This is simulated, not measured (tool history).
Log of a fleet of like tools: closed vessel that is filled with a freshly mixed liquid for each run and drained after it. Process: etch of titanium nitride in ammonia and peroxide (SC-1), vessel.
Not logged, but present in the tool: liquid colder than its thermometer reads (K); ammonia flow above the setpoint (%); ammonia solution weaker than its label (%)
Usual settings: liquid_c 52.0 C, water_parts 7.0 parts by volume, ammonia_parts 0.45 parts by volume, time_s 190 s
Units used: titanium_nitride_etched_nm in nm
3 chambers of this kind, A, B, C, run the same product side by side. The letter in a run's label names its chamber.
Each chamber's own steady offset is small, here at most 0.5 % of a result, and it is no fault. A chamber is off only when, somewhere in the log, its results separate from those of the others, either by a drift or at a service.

run,day,liquid_c,water_parts,ammonia_parts,time_s,hours since the thermometer was replaced,hours since the ammonia flow meter was replaced,hours since the drum of ammonia solution was connected,"read-back film thickness of the titanium nitride reference wafer, read on the same gauge (nm)",titanium_nitride_etched_nm
1C,0.158,52.0,7.0,0.45,190,656.1,259.9,190.1,79.985,13.8240
2A,0.421,52.0,7.0,0.45,190,322.8,825.9,699.5,80.014,13.9730
3B,0.600,52.0,7.0,0.45,190,2508.7,866.9,600.8,79.981,13.8320
4B,0.738,52.0,7.0,0.45,190,2512.0,870.2,604.1,80.025,13.9230
5A,0.958,52.0,7.0,0.45,190,335.7,838.8,712.4,79.987,13.9620
6C,1.167,52.0,7.0,0.45,190,680.3,284.1,214.3,79.972,13.8210
7C,1.338,52.0,7.0,0.30,295,684.4,288.2,218.4,80.018,20.1470
8B,1.488,52.0,7.0,0.30,295,2530.0,888.2,622.1,80.001,20.0560
9A,1.725,52.0,7.0,0.30,295,354.1,857.2,730.8,79.993,20.3230
10B,1.912,52.0,7.0,0.45,190,2540.2,898.4,632.3,79.969,13.9190
11C,2.125,52.0,7.0,0.45,190,703.3,307.1,237.3,80.052,13.8110
12A,2.271,52.0,7.0,0.45,190,367.2,870.3,743.9,79.978,13.9890
13A,2.571,55.0,7.0,0.45,135,374.4,877.5,751.1,79.984,12.2000
14B,2.779,55.0,7.0,0.45,135,2561.0,919.2,653.1,80.020,12.0620
15C,3.038,55.0,7.0,0.45,135,725.2,329.0,259.2,80.016,12.1940
16B,3.275,52.0,7.0,0.45,190,2572.9,931.1,665.0,80.010,13.8720
# day 3.379: chamber B: thermometer replaced
17C,3.446,52.0,7.0,0.45,275,735.0,338.8,269.0,79.999,20.0950
18A,3.617,52.0,7.0,0.45,275,399.5,902.6,776.2,79.957,20.1890
19C,3.808,52.0,7.0,0.45,275,743.7,347.5,277.7,80.042,20.0300
20B,4.075,52.0,7.0,0.45,190,16.7,950.3,684.2,79.978,13.8790
21A,4.317,52.0,5.5,0.45,190,416.3,919.4,793.0,80.018,15.6550
22B,4.512,52.0,5.5,0.45,190,27.2,960.8,694.7,79.987,15.6520
23C,4.758,52.0,5.5,0.45,190,766.5,370.3,300.5,79.953,15.6180
24A,5.008,52.0,7.0,0.45,190,432.9,936.0,809.6,79.974,13.9660
25B,5.138,52.0,7.0,0.45,190,42.2,975.8,709.7,80.007,13.8550
26A,5.271,45.5,7.0,0.45,190,439.2,942.3,815.9,79.989,8.8558
27C,5.500,45.5,7.0,0.45,190,784.3,388.1,318.3,79.980,8.6440
28B,5.692,45.5,7.0,0.45,190,55.5,989.1,723.0,79.993,8.7841
29A,5.904,59.0,9.5,0.45,190,454.4,957.5,831.1,79.998,19.2910
30C,6.200,59.0,9.5,0.45,190,801.1,404.9,335.1,80.036,19.1650
31B,6.346,59.0,9.5,0.45,190,71.2,1004.8,738.7,79.986,18.9550
32A,6.512,52.0,7.0,0.45,190,469.0,972.1,845.7,80.029,13.9720
33C,6.658,52.0,7.0,0.45,190,812.1,415.9,346.1,79.979,13.8970
34A,6.846,43.0,7.0,0.45,190,477.0,980.1,853.7,79.996,7.4061
35B,7.138,43.0,7.0,0.45,190,90.2,1023.8,757.7,80.018,7.3714
36C,7.317,43.0,7.0,0.45,190,827.9,431.7,361.9,80.039,7.2945
37B,7.575,42.5,7.0,0.45,190,100.7,1034.3,768.2,80.030,7.1202

One chamber off, gauge drift, or nothing amiss beyond the chambers' own small offsets? If it is a chamber, which one, and what is the likeliest cause?

The fleet is healthy, with each chamber sitting at its usual small offset and no drift in the gauge.

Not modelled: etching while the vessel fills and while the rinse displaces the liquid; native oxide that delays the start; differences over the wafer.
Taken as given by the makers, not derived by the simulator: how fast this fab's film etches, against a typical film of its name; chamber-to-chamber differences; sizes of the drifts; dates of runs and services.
